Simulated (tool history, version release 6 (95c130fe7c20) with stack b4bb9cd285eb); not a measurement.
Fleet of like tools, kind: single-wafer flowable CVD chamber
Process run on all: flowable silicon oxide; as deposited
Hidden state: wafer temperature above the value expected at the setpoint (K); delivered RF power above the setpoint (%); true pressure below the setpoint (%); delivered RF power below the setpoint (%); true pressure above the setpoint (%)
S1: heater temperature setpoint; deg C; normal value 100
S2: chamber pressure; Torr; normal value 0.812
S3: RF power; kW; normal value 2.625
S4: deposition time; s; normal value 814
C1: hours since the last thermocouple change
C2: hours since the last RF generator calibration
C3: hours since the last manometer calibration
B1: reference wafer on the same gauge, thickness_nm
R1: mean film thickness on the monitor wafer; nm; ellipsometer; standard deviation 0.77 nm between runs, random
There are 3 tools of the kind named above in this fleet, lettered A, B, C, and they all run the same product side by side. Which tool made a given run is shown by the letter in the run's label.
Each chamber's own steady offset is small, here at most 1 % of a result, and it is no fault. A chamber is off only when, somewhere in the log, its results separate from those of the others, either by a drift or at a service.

run   hour   S1     S2     S3   S4      C1      C2      C3      B1      R1
 1C     10  100  0.812  2.625  814   335.8  1210.6  1782.3  423.01  525.81
 2A   25.6  100  0.812  2.625  814  1460.1  1069.8   490.6   422.9  526.42
 3B   38.6  100  0.812  2.625  814   178.4  1758.1  1456.2  422.73  531.61
 4C   47.1  100  0.812  2.625  814   372.9  1247.7  1819.4  422.83  525.42
 5B     61  100  0.812  2.625  814   200.8  1780.5  1478.6  422.67  530.04
 6A   76.7  100  0.812  2.625  814  1511.2  1120.9   541.7  422.35  527.33
 7B   84.3  100  0.812  2.625  814   224.1  1803.8  1501.9  422.42  528.94
 8A   93.7  100  0.812  2.625  814  1528.2  1137.9   558.7  422.74  527.48
 9C    107  100  0.812  2.625  814   432.8  1307.6  1879.3  422.44  524.74
10B  114.9   87  0.812   2.84  814   254.7  1834.4  1532.5  422.29  817.53
11A    124   87  0.812   2.84  814  1558.5  1168.2     589  422.43   809.6
12C  132.9   87  0.812   2.84  814   458.7  1333.5  1905.2  422.26   799.6
13B  143.6  100  0.812  2.625  814   283.4  1863.1  1561.2   422.3  528.94
14C  153.9  100  0.812  2.625  814   479.7  1354.5  1926.2   422.2  523.81
15A  165.3  100  0.812  2.625  814  1599.8  1209.5   630.3   422.3  525.44
16B    175  100  0.812  2.625  814   314.8  1894.5  1592.6  422.16  530.75
17A  187.9  100  0.812  2.625  814  1622.4  1232.1   652.9  422.07  525.51
18C  202.4  100  0.812  2.625  814   528.2    1403  1974.7  421.93  523.68
     208.2  -- chamber A: thermocouple changed; heater temperature recalibrated
19B    210  100  0.812  2.625  814   349.8  1929.5  1627.6  422.05     530
20C  218.9  100  0.678  2.625  814   544.7  1419.5  1991.2  421.99  411.66
21A  234.6  100  0.678  2.625  814    26.5  1278.8   699.6  421.74  409.92
22C  246.7  100  0.678  2.625  814   572.5  1447.3    2019  421.81  412.45
23B  262.7  100  0.812  2.625  814   402.5  1982.2  1680.3  421.68  529.26
24A  272.9  100  0.812  2.625  814    64.8  1317.1   737.9  421.62  526.06
25C  281.4  100  0.812  2.625  814   607.2    1482  2053.7  421.67  524.88
26A  292.5  100  0.812  2.625  814    84.4  1336.7   757.5  421.61  526.18
27B  300.2  100  0.812  2.625  814     440  2019.7  1717.8  421.32  530.67
28B  311.5  100  0.812  2.625  814   451.3    2031  1729.1  421.36  528.01
29A  319.8  100  0.953  2.625  814   111.7    1364   784.8  421.41  643.43
30C  335.2  100  0.953  2.625  814     661  1535.8  2107.5  421.26   638.4
31B  347.4  100  0.953  2.625  814   487.2  2066.9    1765  421.26  646.54
32C  357.9  100  0.812  2.625  814   683.7  1558.5  2130.2  421.25  522.85
33A  369.8  100  0.812  2.625  814   161.7    1414   834.8  421.15   524.7
34A    382  100  0.812  2.625  814   173.9  1426.2     847  421.15  524.57
35C    393  100  0.812  2.625  814   718.8  1593.6  2165.3  421.06  523.52
36B  403.4  100  0.812  2.625  814   543.2  2122.9    1821  420.94  529.49
37C  419.5  100  0.812  2.625  814   745.3  1620.1  2191.8  420.81  523.33
     419.6  -- chamber C: capacitance manometer re-zeroed and calibrated
     421.7  -- chamber A: capacitance manometer re-zeroed and calibrated
38A  433.2  100  0.812  2.625  814   225.1  1477.4    11.5  420.87  526.25
39B  447.5  100  0.812  2.625  814   587.3    2167  1865.1  420.91  527.93
40B  456.1  100  0.812  2.625  814   595.9  2175.6  1873.7  420.75  525.86
41A  464.5  100  0.812  3.045  920   256.4  1508.7    42.8  420.74  601.85
42C    480  100  0.812  3.045  920   805.8  1680.6    60.5  420.66  598.85
43A  493.4  100  0.812  3.045  920   285.3  1537.6    71.7  420.57  599.79
44B  503.2  100  0.742   2.33  814     643  2222.7  1920.8   420.5  461.49

All chambers now run identical settings, listed one chamber a line with results as question marks. What results will each chamber show?
45A  514.7  89  0.812  2.625  814                   ?
45B  514.7  89  0.812  2.625  814                   ?
45C  514.7  89  0.812  2.625  814                   ?

run      R1
45A  754.77
45B  759.52
45C  746.01

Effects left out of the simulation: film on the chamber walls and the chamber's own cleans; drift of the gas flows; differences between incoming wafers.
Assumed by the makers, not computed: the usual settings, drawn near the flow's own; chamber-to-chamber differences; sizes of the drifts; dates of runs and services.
